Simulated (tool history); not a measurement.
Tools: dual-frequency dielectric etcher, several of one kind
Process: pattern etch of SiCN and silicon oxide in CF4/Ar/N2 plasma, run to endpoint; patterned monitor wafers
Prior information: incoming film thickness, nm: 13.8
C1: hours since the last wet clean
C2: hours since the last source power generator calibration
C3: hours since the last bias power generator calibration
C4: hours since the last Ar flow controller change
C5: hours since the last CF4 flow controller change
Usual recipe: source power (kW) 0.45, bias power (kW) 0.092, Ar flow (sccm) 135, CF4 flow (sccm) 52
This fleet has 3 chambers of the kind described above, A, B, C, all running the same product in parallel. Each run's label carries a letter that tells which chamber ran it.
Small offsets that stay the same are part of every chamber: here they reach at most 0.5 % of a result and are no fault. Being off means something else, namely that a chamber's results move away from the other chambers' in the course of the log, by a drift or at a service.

{"run": "1A", "hour": 7.6, "source power (kW)": 0.45, "bias power (kW)": 0.092, "Ar flow (sccm)": 135, "CF4 flow (sccm)": 52, "C1": 280.2, "C2": 1586, "C3": 635.9, "C4": 1710.7, "C5": 2458.8, "endpoint time (s)": 16.11}
{"run": "2C", "hour": 13.8, "source power (kW)": 0.45, "bias power (kW)": 0.092, "Ar flow (sccm)": 135, "CF4 flow (sccm)": 52, "C1": 400, "C2": 2770.1, "C3": 863.5, "C4": 2580.5, "C5": 2197.1, "endpoint time (s)": 16.12}
{"run": "3B", "hour": 24.6, "source power (kW)": 0.45, "bias power (kW)": 0.092, "Ar flow (sccm)": 135, "CF4 flow (sccm)": 52, "C1": 87.9, "C2": 612.4, "C3": 3741.3, "C4": 3058.7, "C5": 2455.3, "endpoint time (s)": 16.077}
{"run": "4B", "hour": 33.5, "source power (kW)": 0.45, "bias power (kW)": 0.092, "Ar flow (sccm)": 135, "CF4 flow (sccm)": 52, "C1": 96.8, "C2": 621.3, "C3": 3750.2, "C4": 3067.6, "C5": 2464.2, "endpoint time (s)": 15.915}
{"hour": 37.5, "done": "chamber B: bias power generator calibrated"}
{"run": "5C", "hour": 43.2, "source power (kW)": 0.45, "bias power (kW)": 0.092, "Ar flow (sccm)": 135, "CF4 flow (sccm)": 52, "C1": 429.4, "C2": 2799.5, "C3": 892.9, "C4": 2609.9, "C5": 2226.5, "endpoint time (s)": 16.186}
{"run": "6A", "hour": 55.5, "source power (kW)": 0.45, "bias power (kW)": 0.092, "Ar flow (sccm)": 135, "CF4 flow (sccm)": 52, "C1": 328.1, "C2": 1633.9, "C3": 683.8, "C4": 1758.6, "C5": 2506.7, "endpoint time (s)": 16.123}
{"run": "7C", "hour": 65.8, "source power (kW)": 0.45, "bias power (kW)": 0.092, "Ar flow (sccm)": 135, "CF4 flow (sccm)": 52, "C1": 452, "C2": 2822.1, "C3": 915.5, "C4": 2632.5, "C5": 2249.1, "endpoint time (s)": 16.073}
{"run": "8B", "hour": 76.5, "source power (kW)": 0.45, "bias power (kW)": 0.092, "Ar flow (sccm)": 135, "CF4 flow (sccm)": 45, "C1": 139.8, "C2": 664.3, "C3": 39, "C4": 3110.6, "C5": 2507.2, "endpoint time (s)": 16.348}
{"run": "9A", "hour": 87.9, "source power (kW)": 0.45, "bias power (kW)": 0.092, "Ar flow (sccm)": 135, "CF4 flow (sccm)": 45, "C1": 360.5, "C2": 1666.3, "C3": 716.2, "C4": 1791, "C5": 2539.1, "endpoint time (s)": 16.411}
{"run": "10C", "hour": 98.6, "source power (kW)": 0.45, "bias power (kW)": 0.092, "Ar flow (sccm)": 135, "CF4 flow (sccm)": 45, "C1": 484.8, "C2": 2854.9, "C3": 948.3, "C4": 2665.3, "C5": 2281.9, "endpoint time (s)": 16.48}
{"run": "11A", "hour": 104.9, "source power (kW)": 0.45, "bias power (kW)": 0.092, "Ar flow (sccm)": 135, "CF4 flow (sccm)": 52, "C1": 377.5, "C2": 1683.3, "C3": 733.2, "C4": 1808, "C5": 2556.1, "endpoint time (s)": 15.99}
{"run": "12B", "hour": 111.2, "source power (kW)": 0.45, "bias power (kW)": 0.092, "Ar flow (sccm)": 163, "CF4 flow (sccm)": 56, "C1": 174.5, "C2": 699, "C3": 73.7, "C4": 3145.3, "C5": 2541.9, "endpoint time (s)": 16.245}
{"run": "13B", "hour": 121.8, "source power (kW)": 0.45, "bias power (kW)": 0.092, "Ar flow (sccm)": 163, "CF4 flow (sccm)": 56, "C1": 185.1, "C2": 709.6, "C3": 84.3, "C4": 3155.9, "C5": 2552.5, "endpoint time (s)": 16.331}
{"run": "14A", "hour": 132.5, "source power (kW)": 0.45, "bias power (kW)": 0.092, "Ar flow (sccm)": 163, "CF4 flow (sccm)": 56, "C1": 405.1, "C2": 1710.9, "C3": 760.8, "C4": 1835.6, "C5": 2583.7, "endpoint time (s)": 16.345}
{"run": "15C", "hour": 140.7, "source power (kW)": 0.45, "bias power (kW)": 0.092, "Ar flow (sccm)": 135, "CF4 flow (sccm)": 52, "C1": 526.9, "C2": 2897, "C3": 990.4, "C4": 2707.4, "C5": 2324, "endpoint time (s)": 16.165}
{"run": "16B", "hour": 148.2, "source power (kW)": 0.5, "bias power (kW)": 0.092, "Ar flow (sccm)": 135, "CF4 flow (sccm)": 52, "C1": 211.5, "C2": 736, "C3": 110.7, "C4": 3182.3, "C5": 2578.9, "endpoint time (s)": 14.592}
{"run": "17C", "hour": 159.5, "source power (kW)": 0.5, "bias power (kW)": 0.092, "Ar flow (sccm)": 135, "CF4 flow (sccm)": 52, "C1": 545.7, "C2": 2915.8, "C3": 1009.2, "C4": 2726.2, "C5": 2342.8, "endpoint time (s)": 14.739}
{"hour": 161.8, "done": "chamber C: wet clean of the chamber"}
{"run": "18A", "hour": 170.2, "source power (kW)": 0.5, "bias power (kW)": 0.092, "Ar flow (sccm)": 135, "CF4 flow (sccm)": 52, "C1": 442.8, "C2": 1748.6, "C3": 798.5, "C4": 1873.3, "C5": 2621.4, "endpoint time (s)": 14.619}
{"run": "19B", "hour": 180.8, "source power (kW)": 0.45, "bias power (kW)": 0.092, "Ar flow (sccm)": 148, "CF4 flow (sccm)": 57, "C1": 244.1, "C2": 768.6, "C3": 143.3, "C4": 3214.9, "C5": 2611.5, "endpoint time (s)": 16.094}
{"hour": 191.6, "done": "chamber A: wet clean of the chamber"}
{"run": "20A", "hour": 193.0, "source power (kW)": 0.45, "bias power (kW)": 0.092, "Ar flow (sccm)": 148, "CF4 flow (sccm)": 57, "C1": 1.5, "C2": 1771.4, "C3": 821.3, "C4": 1896.1, "C5": 2644.2, "endpoint time (s)": 16.01}
{"run": "21C", "hour": 203.5, "source power (kW)": 0.45, "bias power (kW)": 0.092, "Ar flow (sccm)": 148, "CF4 flow (sccm)": 57, "C1": 41.7, "C2": 2959.8, "C3": 1053.2, "C4": 2770.2, "C5": 2386.8, "endpoint time (s)": 15.571}
{"run": "22C", "hour": 210.0, "source power (kW)": 0.45, "bias power (kW)": 0.092, "Ar flow (sccm)": 135, "CF4 flow (sccm)": 52, "C1": 48.2, "C2": 2966.3, "C3": 1059.7, "C4": 2776.7, "C5": 2393.3, "endpoint time (s)": 15.612}
{"run": "23B", "hour": 219.9, "source power (kW)": 0.45, "bias power (kW)": 0.092, "Ar flow (sccm)": 153, "CF4 flow (sccm)": 63, "C1": 283.2, "C2": 807.7, "C3": 182.4, "C4": 3254, "C5": 2650.6, "endpoint time (s)": 15.865}
{"run": "24A", "hour": 226.8, "source power (kW)": 0.45, "bias power (kW)": 0.092, "Ar flow (sccm)": 153, "CF4 flow (sccm)": 63, "C1": 35.3, "C2": 1805.2, "C3": 855.1, "C4": 1929.9, "C5": 2678, "endpoint time (s)": 15.965}
{"run": "25B", "hour": 234.6, "source power (kW)": 0.45, "bias power (kW)": 0.092, "Ar flow (sccm)": 153, "CF4 flow (sccm)": 63, "C1": 297.9, "C2": 822.4, "C3": 197.1, "C4": 3268.7, "C5": 2665.3, "endpoint time (s)": 15.93}
{"run": "26C", "hour": 240.7, "source power (kW)": 0.45, "bias power (kW)": 0.092, "Ar flow (sccm)": 135, "CF4 flow (sccm)": 52, "C1": 78.9, "C2": 2997, "C3": 1090.4, "C4": 2807.4, "C5": 2424, "endpoint time (s)": 15.65}
{"run": "27A", "hour": 250.4, "source power (kW)": 0.45, "bias power (kW)": 0.092, "Ar flow (sccm)": 135, "CF4 flow (sccm)": 52, "C1": 58.9, "C2": 1828.8, "C3": 878.7, "C4": 1953.5, "C5": 2701.6, "endpoint time (s)": 16.044}
{"run": "28B", "hour": 260.9, "source power (kW)": 0.45, "bias power (kW)": 0.092, "Ar flow (sccm)": 135, "CF4 flow (sccm)": 52, "C1": 324.2, "C2": 848.7, "C3": 223.4, "C4": 3295, "C5": 2691.6, "endpoint time (s)": 15.931}
{"run": "29A", "hour": 267.7, "source power (kW)": 0.45, "bias power (kW)": 0.092, "Ar flow (sccm)": 121, "CF4 flow (sccm)": 52, "C1": 76.2, "C2": 1846.1, "C3": 896, "C4": 1970.8, "C5": 2718.9, "endpoint time (s)": 15.79}
{"run": "30C", "hour": 278.2, "source power (kW)": 0.45, "bias power (kW)": 0.092, "Ar flow (sccm)": 121, "CF4 flow (sccm)": 52, "C1": 116.4, "C2": 3034.5, "C3": 1127.9, "C4": 2844.9, "C5": 2461.5, "endpoint time (s)": 15.421}
{"run": "31C", "hour": 284.5, "source power (kW)": 0.45, "bias power (kW)": 0.092, "Ar flow (sccm)": 121, "CF4 flow (sccm)": 52, "C1": 122.7, "C2": 3040.8, "C3": 1134.2, "C4": 2851.2, "C5": 2467.8, "endpoint time (s)": 15.418}
{"run": "32A", "hour": 294.2, "source power (kW)": 0.45, "bias power (kW)": 0.092, "Ar flow (sccm)": 150, "CF4 flow (sccm)": 40, "C1": 102.7, "C2": 1872.6, "C3": 922.5, "C4": 1997.3, "C5": 2745.4, "endpoint time (s)": 16.963}

Is one chamber out of step, is the gauge drifting, or do the chambers differ by no more than their own small offsets? For an off chamber, give its letter and the likeliest cause.

A service left chamber C off against the others.
What lies behind it: etch rate over this chamber's usual, % = 3.27.

Here are 4 candidates for chamber C's next run, each the usual settings with a change, their results left as question marks. Which one brings its results back in line with what the others give on the usual settings?
To be in line, a result may differ from the other chambers' mean on the usual settings by at most: endpoint time (s) 0.18
{"run": "33C-1", "hour": 303.1, "source power (kW)": 0.47, "bias power (kW)": 0.094, "Ar flow (sccm)": 134, "CF4 flow (sccm)": 52, "endpoint time (s)": "?"}
{"run": "33C-2", "hour": 303.1, "source power (kW)": 0.43, "bias power (kW)": 0.09, "Ar flow (sccm)": 136, "CF4 flow (sccm)": 52, "endpoint time (s)": "?"}
{"run": "33C-3", "hour": 303.1, "source power (kW)": 0.45, "bias power (kW)": 0.097, "Ar flow (sccm)": 132, "CF4 flow (sccm)": 53, "endpoint time (s)": "?"}
{"run": "33C-4", "hour": 303.1, "source power (kW)": 0.45, "bias power (kW)": 0.086, "Ar flow (sccm)": 138, "CF4 flow (sccm)": 52, "endpoint time (s)": "?"}

The mean the other chambers reach with the usual settings: endpoint time (s) 16.045
run=33C-1 endpoint_time_(s)=14.937
run=33C-2 endpoint_time_(s)=16.448
run=33C-3 endpoint_time_(s)=15.25
run=33C-4 endpoint_time_(s)=16.121
It is 33C-4 that realigns the chamber with its peers.

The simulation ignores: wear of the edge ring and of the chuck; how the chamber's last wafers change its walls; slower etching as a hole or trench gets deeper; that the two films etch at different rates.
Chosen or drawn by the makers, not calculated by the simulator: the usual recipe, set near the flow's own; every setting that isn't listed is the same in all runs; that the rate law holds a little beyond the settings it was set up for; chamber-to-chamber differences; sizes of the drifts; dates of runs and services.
